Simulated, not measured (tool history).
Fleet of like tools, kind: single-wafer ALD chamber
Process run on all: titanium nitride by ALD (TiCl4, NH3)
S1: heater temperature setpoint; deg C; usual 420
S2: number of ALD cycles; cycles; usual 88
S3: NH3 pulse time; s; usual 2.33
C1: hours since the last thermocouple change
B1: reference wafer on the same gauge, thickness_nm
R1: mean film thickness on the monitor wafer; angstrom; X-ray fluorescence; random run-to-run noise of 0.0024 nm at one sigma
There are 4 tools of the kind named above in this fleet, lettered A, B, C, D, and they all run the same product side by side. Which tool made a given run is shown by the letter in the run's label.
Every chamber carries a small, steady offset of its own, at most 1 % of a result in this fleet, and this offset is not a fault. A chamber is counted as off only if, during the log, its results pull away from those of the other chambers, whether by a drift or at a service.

Run 1A, hour 9.3: usual settings; C1 155.9; B1 1.7098. Result: R1 19.606 angstrom.
Run 2B, hour 15.5: usual settings; C1 1830.5; B1 1.7094. Result: R1 19.734 angstrom.
Run 3C, hour 23.7: usual settings; C1 594.3; B1 1.7093. Result: R1 19.606 angstrom.
Run 4D, hour 32.5: usual settings; C1 811.6; B1 1.7091. Result: R1 19.718 angstrom.
Run 5D, hour 41.9: usual settings but S1 406 deg C; C1 821.0; B1 1.7084. Result: R1 19.675 angstrom.
Run 6A, hour 50.8: usual settings but S1 406 deg C; C1 197.4; B1 1.7079. Result: R1 19.549 angstrom.
Run 7C, hour 55.9: usual settings but S1 406 deg C; C1 626.5; B1 1.7082. Result: R1 19.499 angstrom.
Run 8B, hour 64.3: usual settings but S1 406 deg C; C1 1879.3; B1 1.7080. Result: R1 19.672 angstrom.
Run 9D, hour 72.7: usual settings; C1 851.8; B1 1.7071. Result: R1 19.739 angstrom.
Run 10B, hour 78.3: usual settings; C1 1893.3; B1 1.7082. Result: R1 19.730 angstrom.
Run 11C, hour 84.8: usual settings; C1 655.4; B1 1.7067. Result: R1 19.593 angstrom.
Run 12A, hour 89.0: usual settings; C1 235.6; B1 1.7068. Result: R1 19.579 angstrom.
Run 13D, hour 95.5: usual settings; C1 874.6; B1 1.7065. Result: R1 19.717 angstrom.
Run 14B, hour 102.3: usual settings; C1 1917.3; B1 1.7063. Result: R1 19.697 angstrom.
Run 15C, hour 107.6: usual settings; C1 678.2; B1 1.7066. Result: R1 19.598 angstrom.
Run 16A, hour 114.9: usual settings; C1 261.5; B1 1.7059. Result: R1 19.610 angstrom.
Run 17D, hour 122.1: usual settings; C1 901.2; B1 1.7059. Result: R1 19.694 angstrom.
Run 18C, hour 128.2: usual settings; C1 698.8; B1 1.7055. Result: R1 19.586 angstrom.
Run 19B, hour 133.7: usual settings; C1 1948.7; B1 1.7058. Result: R1 19.722 angstrom.
Run 20A, hour 140.1: usual settings; C1 286.7; B1 1.7053. Result: R1 19.587 angstrom.
Run 21B, hour 148.0: usual settings; C1 1963.0; B1 1.7047. Result: R1 19.687 angstrom.
Run 22D, hour 154.0: usual settings; C1 933.1; B1 1.7044. Result: R1 19.704 angstrom.
Run 23A, hour 163.0: usual settings but S2 101 cycles, S3 1.50 s; C1 309.6; B1 1.7047. Result: R1 22.168 angstrom.
Run 24C, hour 169.3: usual settings but S2 101 cycles, S3 1.50 s; C1 739.9; B1 1.7042. Result: R1 22.098 angstrom.
Run 25A, hour 178.6: usual settings but S2 101 cycles, S3 1.50 s; C1 325.2; B1 1.7037. Result: R1 22.122 angstrom.
Run 26B, hour 185.2: usual settings but S2 101 cycles, S3 1.50 s; C1 2000.2; B1 1.7042. Result: R1 22.284 angstrom.
Run 27C, hour 190.1: usual settings; C1 760.7; B1 1.7034. Result: R1 19.512 angstrom.
Run 28D, hour 196.9: usual settings; C1 976.0; B1 1.7036. Result: R1 19.674 angstrom.
Run 29C, hour 201.4: usual settings; C1 772.0; B1 1.7027. Result: R1 19.566 angstrom.
At hour 202.7: chamber D: thermocouple changed; heater temperature recalibrated.
Run 30A, hour 210.0: usual settings; C1 356.6; B1 1.7027. Result: R1 19.563 angstrom.
Run 31B, hour 214.4: usual settings but S1 413 deg C, S2 104 cycles; C1 2029.4; B1 1.7019. Result: R1 23.202 angstrom.
Run 32D, hour 223.8: usual settings but S1 413 deg C, S2 104 cycles; C1 21.2; B1 1.7023. Result: R1 23.212 angstrom.
Run 33A, hour 231.4: usual settings but S1 413 deg C, S2 104 cycles; C1 378.0; B1 1.7016. Result: R1 23.061 angstrom.
Run 34D, hour 238.8: usual settings but S1 413 deg C, S2 104 cycles; C1 36.2; B1 1.7015. Result: R1 23.280 angstrom.

What goes on in this fleet: one chamber off, a drifting gauge, or nothing beyond the chambers' own small offsets? Name the chamber and the cause, if any.

The gauge drifts, so all chambers seem to drift together. No chamber is off.
What lies behind it: gauge reads low (%) = 0.503.

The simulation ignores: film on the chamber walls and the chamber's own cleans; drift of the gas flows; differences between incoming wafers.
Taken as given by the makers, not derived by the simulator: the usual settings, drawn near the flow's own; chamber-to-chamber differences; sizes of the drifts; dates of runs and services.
